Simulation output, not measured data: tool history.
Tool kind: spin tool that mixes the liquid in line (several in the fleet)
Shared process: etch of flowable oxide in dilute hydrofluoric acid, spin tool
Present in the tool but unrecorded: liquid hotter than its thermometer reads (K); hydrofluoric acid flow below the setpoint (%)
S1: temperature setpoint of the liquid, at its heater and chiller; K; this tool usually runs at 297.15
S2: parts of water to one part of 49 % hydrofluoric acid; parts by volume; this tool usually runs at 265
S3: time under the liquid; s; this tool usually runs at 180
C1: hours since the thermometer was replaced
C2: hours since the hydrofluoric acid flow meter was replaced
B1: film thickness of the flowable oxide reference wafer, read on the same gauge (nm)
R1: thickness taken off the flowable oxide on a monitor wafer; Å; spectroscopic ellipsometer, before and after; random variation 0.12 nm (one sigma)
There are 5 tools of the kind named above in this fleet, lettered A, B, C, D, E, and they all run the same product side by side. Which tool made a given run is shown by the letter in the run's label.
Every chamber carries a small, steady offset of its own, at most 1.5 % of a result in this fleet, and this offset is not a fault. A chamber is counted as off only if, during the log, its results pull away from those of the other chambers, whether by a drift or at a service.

Run 1A, hour 6.3: usual settings; C1 477; C2 1067.3; B1 60.003. Result: R1 248.47 Å.
Run 2C, hour 13: usual settings; C1 1084.6; C2 682.5; B1 59.995. Result: R1 252.91 Å.
Run 3B, hour 19.1: usual settings; C1 399.9; C2 1014.8; B1 59.976. Result: R1 251.17 Å.
Run 4D, hour 28: usual settings; C1 331.5; C2 2242.3; B1 60.031. Result: R1 253.92 Å.
Run 5E, hour 32.7: usual settings; C1 774.1; C2 668; B1 60.017. Result: R1 252.84 Å.
Run 6D, hour 37.7: usual settings; C1 341.2; C2 2252; B1 60. Result: R1 253.3 Å.
Run 7C, hour 46.8: usual settings but S1 293.15 K; C1 1118.4; C2 716.3; B1 59.995. Result: R1 220.14 Å.
Run 8A, hour 55: usual settings but S1 293.15 K; C1 525.7; C2 1116; B1 60.009. Result: R1 216 Å.
Run 9E, hour 62.6: usual settings but S1 293.15 K; C1 804; C2 697.9; B1 59.968. Result: R1 218.94 Å.
Run 10B, hour 69.1: usual settings but S1 293.15 K; C1 449.9; C2 1064.8; B1 60.011. Result: R1 217.76 Å.
Run 11E, hour 76.2: usual settings but S1 293.15 K; C1 817.6; C2 711.5; B1 60.041. Result: R1 219.17 Å.
At hour 79.2: chamber B: thermometer replaced.
Run 12A, hour 83.7: usual settings; C1 554.4; C2 1144.7; B1 60.004. Result: R1 251.45 Å.
Run 13D, hour 88.3: usual settings; C1 391.8; C2 2302.6; B1 59.986. Result: R1 252.78 Å.
At hour 91.6: chamber E: hydrofluoric acid flow meter replaced.
Run 14B, hour 93.8: usual settings but S2 340 parts by volume; C1 14.7; C2 1089.5; B1 59.998. Result: R1 181.24 Å.
Run 15C, hour 102.7: usual settings but S2 340 parts by volume; C1 1174.3; C2 772.2; B1 59.988. Result: R1 180.81 Å.
Run 16A, hour 108.2: usual settings but S2 340 parts by volume; C1 578.9; C2 1169.2; B1 60.019. Result: R1 181.33 Å.
At hour 117.3: chamber D: hydrofluoric acid flow meter replaced.
Run 17B, hour 118.4: usual settings but S2 340 parts by volume; C1 39.3; C2 1114.1; B1 60.052. Result: R1 182.99 Å.
Run 18E, hour 125.3: usual settings but S2 340 parts by volume; C1 866.7; C2 33.7; B1 60.037. Result: R1 184.11 Å.
Run 19C, hour 130.2: usual settings; C1 1201.8; C2 799.7; B1 60.015. Result: R1 249.87 Å.
Run 20D, hour 135: usual settings; C1 438.5; C2 17.8; B1 60.028. Result: R1 251.58 Å.
Run 21D, hour 142.6: usual settings but S3 255 s; C1 446.1; C2 25.4; B1 59.94. Result: R1 358.35 Å.
Run 22A, hour 150.5: usual settings but S3 255 s; C1 621.2; C2 1211.5; B1 59.985. Result: R1 353.98 Å.
Run 23E, hour 160.7: usual settings but S3 255 s; C1 902.1; C2 69.1; B1 59.994. Result: R1 354.06 Å.
Run 24B, hour 166.3: usual settings but S3 255 s; C1 87.2; C2 1162; B1 59.992. Result: R1 354.24 Å.
Run 25C, hour 174.9: usual settings but S3 255 s; C1 1246.5; C2 844.4; B1 59.959. Result: R1 356.07 Å.
Run 26A, hour 183.1: usual settings; C1 653.8; C2 1244.1; B1 60.016. Result: R1 250.61 Å.
At hour 184.4: chamber A: hydrofluoric acid flow meter replaced.
Run 27C, hour 190.8: usual settings; C1 1262.4; C2 860.3; B1 60.005. Result: R1 250.56 Å.
Run 28D, hour 198: usual settings but S2 325 parts by volume, S3 130 s; C1 501.5; C2 80.8; B1 60.009. Result: R1 140.77 Å.
Run 29B, hour 203.4: usual settings but S2 325 parts by volume, S3 130 s; C1 124.3; C2 1199.1; B1 60.016. Result: R1 139.93 Å.
Run 30E, hour 209.1: usual settings but S2 325 parts by volume, S3 130 s; C1 950.5; C2 117.5; B1 60.031. Result: R1 141.29 Å.
Run 31C, hour 217.9: usual settings but S2 325 parts by volume, S3 130 s; C1 1289.5; C2 887.4; B1 60.038. Result: R1 140.27 Å.
Run 32A, hour 227.9: usual settings but S2 325 parts by volume, S3 130 s; C1 698.6; C2 43.5; B1 59.984. Result: R1 138.62 Å.
At hour 237.1: chamber C: hydrofluoric acid flow meter replaced.
Run 33B, hour 237.9: usual settings; C1 158.8; C2 1233.6; B1 60.069. Result: R1 250.88 Å.
Run 34D, hour 242.6: usual settings; C1 546.1; C2 125.4; B1 60.021. Result: R1 253.28 Å.
Run 35E, hour 252.6: usual settings; C1 994; C2 161; B1 59.991. Result: R1 253.22 Å.
Run 36A, hour 257.7: usual settings; C1 728.4; C2 73.3; B1 59.987. Result: R1 249.92 Å.
At hour 263.8: chamber C: thermometer replaced.
Run 37C, hour 265.2: usual settings; C1 1.4; C2 28.1; B1 60.052. Result: R1 252.16 Å.
Run 38B, hour 274.5: usual settings; C1 195.4; C2 1270.2; B1 59.984. Result: R1 251.42 Å.
Run 39E, hour 279.7: usual settings; C1 1021.1; C2 188.1; B1 60.013. Result: R1 252.95 Å.
Run 40D, hour 288.3: usual settings; C1 591.8; C2 171.1; B1 59.978. Result: R1 255.42 Å.
Run 41E, hour 298.3: usual settings but S2 350 parts by volume; C1 1039.7; C2 206.7; B1 59.985. Result: R1 176.49 Å.

Does one chamber stand apart from the rest, does the shared gauge drift, or is all well apart from small per-chamber offsets? Give the chamber and the most likely cause, where there is one.

Nothing is wrong: each chamber keeps only its own small, steady offset and the gauge holds still.
